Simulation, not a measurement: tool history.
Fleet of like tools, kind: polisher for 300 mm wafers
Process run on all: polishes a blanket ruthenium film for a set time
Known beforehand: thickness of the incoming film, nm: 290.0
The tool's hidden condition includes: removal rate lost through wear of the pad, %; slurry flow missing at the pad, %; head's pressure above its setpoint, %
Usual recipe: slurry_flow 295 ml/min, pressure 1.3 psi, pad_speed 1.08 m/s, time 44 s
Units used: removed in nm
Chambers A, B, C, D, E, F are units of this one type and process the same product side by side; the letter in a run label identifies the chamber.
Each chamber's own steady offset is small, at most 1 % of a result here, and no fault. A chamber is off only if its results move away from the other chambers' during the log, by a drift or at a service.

| run | day | slurry_flow | pressure | pad_speed | time | wafers polished on this pad | hours since the slurry nozzle was cleaned | hours since the head pressure was calibrated | removed |
|---|---|---|---|---|---|---|---|---|---|
|  | 0.183 | chamber A: worn pad replaced by a new one |
| 1C | 0.262 | 295 | 1.3 | 1.08 | 44 | 380 | 591.5 | 588.1 | 35.756 |
|  | 0.538 | chamber E: slurry nozzle cleaned |
| 2B | 0.7 | 295 | 1.3 | 1.08 | 44 | 314 | 164.5 | 549.8 | 36.099 |
| 3F | 1.062 | 295 | 1.3 | 1.08 | 44 | 1294 | 300.7 | 314.9 | 36.024 |
| 4A | 1.35 | 295 | 1.3 | 1.08 | 44 | 389 | 444.6 | 48.7 | 35.374 |
| 5D | 1.55 | 295 | 1.3 | 1.08 | 44 | 788 | 360.7 | 172.7 | 35.169 |
|  | 1.708 | chamber C: worn pad replaced by a new one |
| 6E | 1.783 | 295 | 1.3 | 1.08 | 44 | 631 | 30 | 107.1 | 35.884 |
|  | 2.05 | chamber F: worn pad replaced by a new one |
| 7B | 2.183 | 295 | 1.3 | 1.08 | 44 | 808 | 200.1 | 585.4 | 36.007 |
| 8E | 2.538 | 295 | 1.3 | 1.08 | 44 | 882 | 48.1 | 125.2 | 35.475 |
|  | 2.558 | chamber B: worn pad replaced by a new one |
|  | 2.575 | chamber C: slurry nozzle cleaned |
|  | 2.633 | chamber E: worn pad replaced by a new one |
|  | 2.771 | chamber A: worn pad replaced by a new one |
| 9C | 2.892 | 295 | 1.3 | 1.08 | 44 | 395 | 7.7 | 651.2 | 35.997 |
| 10D | 3.317 | 295 | 1.3 | 1.08 | 44 | 1377 | 403.1 | 215.1 | 35.061 |
| 11F | 3.542 | 295 | 1.3 | 1.08 | 44 | 498 | 360.2 | 374.4 | 35.345 |
|  | 3.962 | chamber C: worn pad replaced by a new one |
| 12A | 3.967 | 295 | 1.3 | 1.08 | 34 | 399 | 507.4 | 111.5 | 27.198 |
| 13A | 4.192 | 295 | 1.3 | 1.08 | 34 | 474 | 512.8 | 116.9 | 27.127 |
| 14D | 4.488 | 295 | 1.3 | 1.08 | 34 | 1768 | 431.2 | 243.2 | 26.919 |
|  | 4.9 | chamber B: worn pad replaced by a new one |
|  | 4.908 | chamber B: head pressure recalibrated |
| 15F | 4.912 | 295 | 1.3 | 1.08 | 34 | 955 | 393.1 | 407.3 | 27.002 |
| 16B | 5.292 | 295 | 1.3 | 1.08 | 34 | 130 | 274.7 | 9.3 | 27.547 |
|  | 5.408 | chamber A: worn pad replaced by a new one |
|  | 5.438 | chamber E: worn pad replaced by a new one |
| 17E | 5.7 | 295 | 1.3 | 1.08 | 34 | 88 | 124 | 201.1 | 27.238 |
| 18C | 5.988 | 295 | 1.3 | 1.08 | 44 | 676 | 82 | 725.5 | 35.321 |
| 19C | 6.317 | 295 | 1.3 | 1.08 | 44 | 785 | 89.9 | 733.4 | 35.548 |
| 20F | 6.546 | 295 | 1.3 | 1.08 | 44 | 1500 | 432.3 | 446.5 | 35.73 |
|  | 6.738 | chamber C: worn pad replaced by a new one |
| 21D | 6.738 | 295 | 1.3 | 1.08 | 44 | 2518 | 485.2 | 297.2 | 33.307 |
|  | 6.896 | chamber F: worn pad replaced by a new one |
| 22E | 7.054 | 295 | 1.3 | 1.08 | 44 | 540 | 156.5 | 233.6 | 34.966 |
| 23B | 7.392 | 295 | 1.3 | 1.08 | 44 | 830 | 325.1 | 59.7 | 36.087 |
|  | 7.429 | chamber B: worn pad replaced by a new one |
| 24A | 7.725 | 295 | 1.3 | 1.08 | 44 | 773 | 597.6 | 201.7 | 34.913 |
|  | 8.008 | chamber E: worn pad replaced by a new one |
| 25C | 8.162 | 295 | 1.3 | 1.08 | 44 | 475 | 134.2 | 777.7 | 35.364 |
|  | 8.333 | chamber A: worn pad replaced by a new one |
| 26F | 8.546 | 295 | 1.3 | 1.08 | 44 | 550 | 480.3 | 494.5 | 35.11 |
| 27A | 8.983 | 255 | 1.3 | 1.08 | 51 | 217 | 627.8 | 231.9 | 39.999 |
| 28D | 9.375 | 255 | 1.3 | 1.08 | 51 | 3397 | 548.5 | 360.5 | 37.851 |
|  | 9.392 | chamber C: worn pad replaced by a new one |
| 29E | 9.575 | 255 | 1.3 | 1.08 | 51 | 522 | 217 | 294.1 | 40.46 |
| 30B | 9.775 | 255 | 1.3 | 1.08 | 51 | 782 | 382.3 | 116.9 | 40.231 |
| 31C | 10.029 | 255 | 1.3 | 1.08 | 51 | 213 | 179 | 822.5 | 40.613 |
|  | 10.125 | chamber B: worn pad replaced by a new one |
| 32B | 10.317 | 255 | 1.3 | 1.08 | 51 | 65 | 395.3 | 129.9 | 40.462 |
| 33A | 10.575 | 295 | 1.3 | 1.08 | 44 | 748 | 666 | 270.1 | 35.251 |
|  | 10.988 | chamber E: worn pad replaced by a new one |
| 34D | 11.008 | 295 | 1.3 | 1.08 | 44 | 3942 | 587.7 | 399.7 | 32.428 |
|  | 11.1 | chamber A: worn pad replaced by a new one |
|  | 11.138 | chamber F: worn pad replaced by a new one |
| 35F | 11.208 | 295 | 1.3 | 1.08 | 44 | 24 | 544.2 | 558.4 | 36.106 |
| 36E | 11.65 | 295 | 1.6 | 1.08 | 44 | 222 | 266.8 | 343.9 | 43.607 |
| 37C | 11.938 | 295 | 1.6 | 1.08 | 44 | 850 | 224.8 | 868.3 | 43.62 |
| 38E | 12.267 | 295 | 1.6 | 1.08 | 44 | 427 | 281.6 | 358.7 | 43.424 |
| 39A | 12.533 | 295 | 1.6 | 1.08 | 44 | 478 | 713 | 317.1 | 43.598 |
|  | 12.729 | chamber B: worn pad replaced by a new one |
| 40B | 12.733 | 295 | 1.6 | 1.08 | 44 | 2 | 453.3 | 187.9 | 43.914 |
| 41F | 13.038 | 295 | 1.6 | 1.08 | 44 | 634 | 588.1 | 602.3 | 43.571 |

Is one chamber off against the others, does the gauge drift, or is nothing wrong? If a chamber is off, say which, and what the likeliest cause is.

Chamber D drifts away from the others.
What lies behind it: removal rate lost through wear of the pad, % = 10.4.
The log may not separate it from: head's pressure below its setpoint, %.

Here are 4 candidates for chamber D's next run, each the usual settings with a change, their results left as question marks. Which one brings its results back in line with what the others give on the usual settings?
In line here means within this much of the mean the other chambers give on the usual settings: removed 1 nm
| 42D-1 | 13.35 | 295 | 1.3 | 1.08 | 47 |  |  |  | ? |
| 42D-2 | 13.35 | 295 | 1.3 | 1.14 | 47 |  |  |  | ? |
| 42D-3 | 13.35 | 295 | 1.3 | 1.08 | 39 |  |  |  | ? |
| 42D-4 | 13.35 | 295 | 1.3 | 1.04 | 43 |  |  |  | ? |

The mean the other chambers reach with the usual settings: removed 35.378 nm
| run | removed |
|---|---|
| 42D-1 | 33.62 |
| 42D-2 | 35.465 |
| 42D-3 | 27.897 |
| 42D-4 | 29.633 |
The answer is 42D-2, which returns the chamber to within the allowed miss of the others.
